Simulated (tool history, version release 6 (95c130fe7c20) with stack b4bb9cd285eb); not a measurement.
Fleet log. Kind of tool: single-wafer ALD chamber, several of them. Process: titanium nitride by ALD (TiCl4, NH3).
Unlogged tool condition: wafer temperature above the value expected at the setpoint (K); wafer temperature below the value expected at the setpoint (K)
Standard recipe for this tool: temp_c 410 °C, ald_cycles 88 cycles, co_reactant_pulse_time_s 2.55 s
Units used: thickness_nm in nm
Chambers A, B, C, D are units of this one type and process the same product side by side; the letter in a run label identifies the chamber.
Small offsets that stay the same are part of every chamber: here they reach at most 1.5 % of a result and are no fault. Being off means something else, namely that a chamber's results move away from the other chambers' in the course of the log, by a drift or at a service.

run,day,temp_c,ald_cycles,co_reactant_pulse_time_s,hours since the last thermocouple change,"read-back reference wafer on the same gauge, thickness_nm",thickness_nm
1B,0.188,410,88,2.55,578.9,1.9896,1.9903
2A,0.404,410,88,2.55,1480.3,1.9899,1.9701
3C,0.525,410,88,2.55,1600.4,1.989,1.9664
4D,0.671,410,88,2.55,134.2,1.9882,1.9686
5C,0.892,410,88,2.55,1609.2,1.9886,1.967
6A,1.033,410,88,1.61,1495.4,1.9881,1.9439
7D,1.225,410,88,1.61,147.5,1.9879,1.9402
8B,1.362,410,88,1.61,607.1,1.987,1.9532
9A,1.575,410,88,1.61,1508.4,1.987,1.9483
10D,1.796,410,88,2.55,161.2,1.9872,1.9656
11B,1.979,410,88,2.55,621.9,1.9877,1.9801
12C,2.121,410,88,2.55,1638.7,1.9862,1.9636
13D,2.283,410,88,2.55,172.9,1.985,1.9683
14C,2.479,410,88,2.55,1647.3,1.9849,1.9692
15A,2.708,410,88,2.55,1535.6,1.9844,1.9764
16B,2.917,410,88,2.55,644.4,1.986,1.9779
17C,3.042,410,88,2.55,1660.8,1.9836,1.9652
18A,3.204,410,88,2.55,1547.5,1.9852,1.9743
19B,3.396,410,88,2.55,655.9,1.9846,1.9783
20D,3.617,410,88,2.55,204.9,1.9827,1.9676
21A,3.742,410,88,2.55,1560.4,1.9834,1.9723
22D,3.858,410,88,2.55,210.7,1.9829,1.9641
23C,4.079,410,88,2.55,1685.7,1.9832,1.9663
24B,4.312,410,88,2.55,677.9,1.983,1.9756
25C,4.496,410,88,2.55,1695.7,1.982,1.9609
26A,4.642,410,88,2.55,1582,1.9813,1.9705
27B,4.796,410,88,2.55,689.5,1.9804,1.9706
28D,4.954,410,88,2.55,237,1.9815,1.9601
29C,5.1,410,88,2.55,1710.2,1.9808,1.9587
30B,5.321,410,88,2.55,702.1,1.9799,1.9742
31A,5.458,410,88,2.55,1601.6,1.9799,1.967
32D,5.588,410,78,2.55,252.2,1.9794,1.7406
33A,5.733,410,78,2.55,1608.2,1.9803,1.742
34D,5.888,410,78,2.55,259.4,1.9789,1.7369
35B,6.067,410,78,2.55,720,1.9793,1.7529
36C,6.212,410,88,2.55,1736.9,1.9786,1.9599
37C,6.446,410,88,2.55,1742.5,1.9781,1.9565
38B,6.629,410,88,2.55,733.5,1.9777,1.9708
39A,6.854,410,88,2.55,1635.1,1.978,1.9659
40D,7.05,410,88,2.55,287.3,1.9777,1.9681
41B,7.246,410,88,2.55,748.3,1.9771,1.9765
42C,7.379,410,88,2.55,1764.9,1.9766,1.9618
43D,7.512,410,88,2.55,298.4,1.9767,1.9599

Read the log: is a single chamber off, either drifting away or since a service, is the gauge that measures every chamber drifting, or is nothing wrong beyond small per-chamber offsets? Name any odd chamber and what most likely caused it.

Every chamber seems to shift together because the gauge that measures them all drifts; the chambers themselves are fine.
Most likely cause: gauge reads low (%) = 0.705.

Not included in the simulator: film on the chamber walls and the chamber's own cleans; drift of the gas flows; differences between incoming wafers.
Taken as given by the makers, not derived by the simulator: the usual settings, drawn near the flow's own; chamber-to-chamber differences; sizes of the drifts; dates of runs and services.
